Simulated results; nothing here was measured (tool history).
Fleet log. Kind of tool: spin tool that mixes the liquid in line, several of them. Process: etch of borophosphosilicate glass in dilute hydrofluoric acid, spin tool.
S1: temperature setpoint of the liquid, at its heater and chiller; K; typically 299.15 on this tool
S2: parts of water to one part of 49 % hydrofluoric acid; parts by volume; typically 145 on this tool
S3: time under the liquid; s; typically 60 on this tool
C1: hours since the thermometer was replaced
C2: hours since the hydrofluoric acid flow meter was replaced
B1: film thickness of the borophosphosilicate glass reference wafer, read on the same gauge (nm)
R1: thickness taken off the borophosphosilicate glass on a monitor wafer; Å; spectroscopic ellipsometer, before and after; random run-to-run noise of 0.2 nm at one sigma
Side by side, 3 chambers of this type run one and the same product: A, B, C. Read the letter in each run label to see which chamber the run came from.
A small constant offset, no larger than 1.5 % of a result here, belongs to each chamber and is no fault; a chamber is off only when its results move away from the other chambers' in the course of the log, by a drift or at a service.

run	hour	S1	S2	S3	C1	C2	B1	R1
1C	4.3	299.15	145	60	913.5	558.4	89.969	258.19
2A	7	299.15	145	60	561.1	1009.4	90.016	255.42
3B	10.8	299.15	145	60	2123.1	1188.5	90.068	258.67
4A	15.7	299.15	145	60	569.8	1018.1	89.948	252.55
5B	18.5	299.15	145	60	2130.8	1196.2	90.002	257.35
6C	21.7	299.15	145	60	930.9	575.8	89.975	253.85
7C	27.5	299.15	145	60	936.7	581.6	89.994	257.77
8A	31.4	299.15	145	60	585.5	1033.8	89.998	252.19
9B	35.2	299.15	145	60	2147.5	1212.9	89.971	258.18
10B	41.1	299.15	145	60	2153.4	1218.8	89.963	254.38
11C	44.6	299.15	145	60	953.8	598.7	89.998	255.46
12A	48	299.15	145	60	602.1	1050.4	89.98	253.54
13C	51	299.15	145	60	960.2	605.1	90.071	255
14B	54	299.15	145	60	2166.3	1231.7	90.002	260.05
15A	59.3	299.15	145	60	613.4	1061.7	90	253.23
16B	65.4	299.15	145	60	2177.7	1243.1	90.011	261.76
17A	71.2	299.15	145	60	625.3	1073.6	90.049	255.25
18C	74.9	299.15	145	60	984.1	629	89.989	253.99
19B	78.3	299.15	145	60	2190.6	1256	89.969	263.75
20A	83.4	299.15	145	60	637.5	1085.8	90.029	255.6
21C	87.4	299.15	145	60	996.6	641.5	90	255.17
22A	90.1	299.15	145	60	644.2	1092.5	90.003	253.02
23C	94.8	299.15	145	60	1004	648.9	90.03	253.56
24B	99.1	299.15	145	60	2211.4	1276.8	89.984	268.6
25B	105	299.15	145	60	2217.3	1282.7	90.044	272.96
26A	108.2	299.15	145	60	662.3	1110.6	90.021	254.61

Predict what each chamber gives when all 3 of them run the settings below next.
27A	112.6	299.15	145	60				?
27B	112.6	299.15	145	60				?
27C	112.6	299.15	145	60				?

run	R1
27A	256.53
27B	274.32
27C	256.26

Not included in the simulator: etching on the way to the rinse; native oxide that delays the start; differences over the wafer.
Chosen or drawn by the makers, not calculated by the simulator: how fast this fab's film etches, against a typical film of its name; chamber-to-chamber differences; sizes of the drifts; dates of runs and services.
